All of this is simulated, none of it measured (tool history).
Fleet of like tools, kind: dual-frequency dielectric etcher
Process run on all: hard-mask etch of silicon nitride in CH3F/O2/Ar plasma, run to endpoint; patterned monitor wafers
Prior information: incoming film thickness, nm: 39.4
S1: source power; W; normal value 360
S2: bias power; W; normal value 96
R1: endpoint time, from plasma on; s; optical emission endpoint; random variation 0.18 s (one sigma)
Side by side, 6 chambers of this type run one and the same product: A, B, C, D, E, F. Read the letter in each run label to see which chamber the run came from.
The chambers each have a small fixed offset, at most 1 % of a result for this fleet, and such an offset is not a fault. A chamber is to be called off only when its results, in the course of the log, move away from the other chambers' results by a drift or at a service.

run 1C day=0.6 | S1=360 S2=96 | R1=53.784
run 2F day=1.167 | S1=360 S2=96 | R1=53.953
run 3D day=1.604 | S1=360 S2=96 | R1=53.44
run 4A day=2.021 | S1=360 S2=96 | R1=53.828
run 5E day=2.308 | S1=360 S2=96 | R1=53.199
run 6B day=2.654 | S1=360 S2=96 | R1=52.909
-- day=2.708 chamber E: bias power generator calibrated
run 7D day=3.108 | S1=360 S2=96 | R1=53.756
run 8A day=3.375 | S1=360 S2=96 | R1=53.844
run 9F day=3.846 | S1=360 S2=96 | R1=53.81
run 10B day=4.171 | S1=360 S2=96 | R1=53.102
run 11E day=4.6 | S1=390 S2=96 | R1=51.795
run 12C day=4.904 | S1=390 S2=96 | R1=51.843
run 13D day=5.417 | S1=390 S2=96 | R1=52.244
run 14A day=5.779 | S1=390 S2=96 | R1=52.222
run 15B day=6.242 | S1=390 S2=96 | R1=51.268
run 16F day=6.6 | S1=390 S2=96 | R1=52.337
run 17C day=7.162 | S1=360 S2=96 | R1=53.551
run 18E day=7.679 | S1=360 S2=114 | R1=50.217
run 19E day=8 | S1=360 S2=114 | R1=49.925
run 20B day=8.604 | S1=360 S2=114 | R1=50.16
run 21F day=8.917 | S1=360 S2=114 | R1=50.54
-- day=8.929 chamber D: source power generator calibrated
run 22A day=9.504 | S1=360 S2=114 | R1=50.149
run 23D day=10.104 | S1=360 S2=114 | R1=50.196
run 24C day=10.446 | S1=360 S2=96 | R1=53.589
run 25C day=10.758 | S1=360 S2=96 | R1=53.843
-- day=11.096 chamber D: wet clean of the chamber
run 26A day=11.104 | S1=420 S2=113 | R1=48.031
run 27E day=11.467 | S1=420 S2=113 | R1=46.539
run 28B day=11.871 | S1=420 S2=113 | R1=47.217
-- day=12.238 chamber C: wet clean of the chamber
run 29F day=12.275 | S1=420 S2=113 | R1=47.976
run 30D day=12.629 | S1=420 S2=113 | R1=47.651
run 31C day=13.2 | S1=420 S2=113 | R1=47.907
run 32B day=13.733 | S1=360 S2=96 | R1=53.202
run 33D day=14.317 | S1=360 S2=96 | R1=53.788
run 34A day=14.679 | S1=320 S2=76 | R1=61.345
run 35E day=15.275 | S1=320 S2=76 | R1=58.887
run 36F day=15.754 | S1=320 S2=76 | R1=60.882
-- day=15.812 chamber F: wet clean of the chamber
-- day=16.279 chamber B: wet clean of the chamber
run 37B day=16.329 | S1=320 S2=76 | R1=60.583
run 38C day=16.662 | S1=320 S2=76 | R1=60.88
run 39A day=17.058 | S1=320 S2=76 | R1=61.417
run 40E day=17.646 | S1=360 S2=96 | R1=51.509
run 41D day=18.1 | S1=360 S2=96 | R1=53.804
run 42F day=18.446 | S1=360 S2=96 | R1=53.988
run 43C day=18.925 | S1=360 S2=96 | R1=53.586

Next, all 6 chambers run the settings below, one line each with question marks for the results. What does each chamber give?
run 44A day=19.358 | S1=360 S2=96 | R1=?
run 44B day=19.358 | S1=360 S2=96 | R1=?
run 44C day=19.358 | S1=360 S2=96 | R1=?
run 44D day=19.358 | S1=360 S2=96 | R1=?
run 44E day=19.358 | S1=360 S2=96 | R1=?
run 44F day=19.358 | S1=360 S2=96 | R1=?

run=44A R1=53.743
run=44B R1=53.228
run=44C R1=53.765
run=44D R1=53.816
run=44E R1=50.97
run=44F R1=54.157
